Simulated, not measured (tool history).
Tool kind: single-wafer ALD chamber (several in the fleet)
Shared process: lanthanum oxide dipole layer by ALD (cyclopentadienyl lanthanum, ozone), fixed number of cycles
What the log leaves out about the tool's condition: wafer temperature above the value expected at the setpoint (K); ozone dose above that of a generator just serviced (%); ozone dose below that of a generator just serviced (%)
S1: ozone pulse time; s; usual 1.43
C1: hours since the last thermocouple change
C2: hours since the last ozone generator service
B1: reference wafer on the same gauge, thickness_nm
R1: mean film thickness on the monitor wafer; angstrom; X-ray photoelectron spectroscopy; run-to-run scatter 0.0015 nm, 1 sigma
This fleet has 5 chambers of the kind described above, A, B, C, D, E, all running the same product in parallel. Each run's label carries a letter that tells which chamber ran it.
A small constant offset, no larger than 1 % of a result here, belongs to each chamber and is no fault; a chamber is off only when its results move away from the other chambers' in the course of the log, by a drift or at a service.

run,hour,S1,C1,C2,B1,R1
1B,7.6,1.43,464.2,1698.8,0.53412,5.4531
2C,20.5,1.43,98.7,704.5,0.53406,5.4104
3D,34.3,1.43,280.4,1381,0.53408,5.45
4E,43.1,1.43,531.3,430.9,0.53424,5.4703
5A,53.9,0.98,807.8,545.6,0.53387,4.9651
6E,67.7,0.98,555.9,455.5,0.53404,4.9669
7D,81.4,0.98,327.5,1428.1,0.53415,4.9583
8B,91.9,0.98,548.5,1783.1,0.53396,4.9766
9A,102.8,0.98,856.7,594.5,0.53403,4.9597
10C,111.1,1.43,189.3,795.1,0.53389,5.4194
11D,122,1.43,368.1,1468.7,0.5342,5.454
12B,128.7,1.43,585.3,1819.9,0.53389,5.4465
13C,138.6,1.43,216.8,822.6,0.53397,5.4221
14A,146.6,1.89,900.5,638.3,0.53373,5.6216
15E,159.2,1.89,647.4,547,0.53382,5.6682
16A,169.2,1.89,923.1,660.9,0.53401,5.6343
17D,177,1.89,423.1,1523.7,0.5341,5.648
18C,185,1.89,263.2,869,0.53375,5.5952
19B,193.4,1.43,650,1884.6,0.53379,5.4697
# hour 198.2: chamber A: thermocouple changed; heater temperature recalibrated
20E,204.8,1.43,693,592.6,0.53404,5.4608
21E,216,1.86,704.2,603.8,0.5339,5.6392
22C,229.5,1.86,307.7,913.5,0.5339,5.5836
23B,237.4,1.86,694,1928.6,0.534,5.6379
# hour 241.8: chamber B: ozone generator serviced
24D,249,1.86,495.1,1595.7,0.534,5.6386
25A,257,1.86,58.8,748.7,0.53402,5.6091
26C,266.5,1.43,344.7,950.5,0.5341,5.3507
27E,279.6,1.43,767.8,667.4,0.53405,5.4554
28B,292.6,1.97,749.2,50.8,0.53392,5.6913
29D,300.4,1.97,546.5,1647.1,0.53405,5.6443
30A,310.2,1.97,112,801.9,0.53367,5.628
31A,322.9,1.97,124.7,814.6,0.53369,5.6371
32B,330.4,1.97,787,88.6,0.53419,5.6794
33E,341.3,1.43,829.5,729.1,0.53383,5.4611
34D,352.5,1.43,598.6,1699.2,0.53437,5.4335
35C,358.8,1.43,437,1042.8,0.53373,5.3233
36E,367.3,1.43,855.5,755.1,0.53383,5.4464
37B,380.7,1.43,837.3,138.9,0.5342,5.4804
38C,393.5,1.43,471.7,1077.5,0.53369,5.3246

Each of the 5 chambers runs these same settings next. Fill in every chamber's results:
39A,403.7,1.2,,,,?
39B,403.7,1.2,,,,?
39C,403.7,1.2,,,,?
39D,403.7,1.2,,,,?
39E,403.7,1.2,,,,?

run,R1
39A,5.2574
39B,5.2897
39C,5.0654
39D,5.2694
39E,5.2513

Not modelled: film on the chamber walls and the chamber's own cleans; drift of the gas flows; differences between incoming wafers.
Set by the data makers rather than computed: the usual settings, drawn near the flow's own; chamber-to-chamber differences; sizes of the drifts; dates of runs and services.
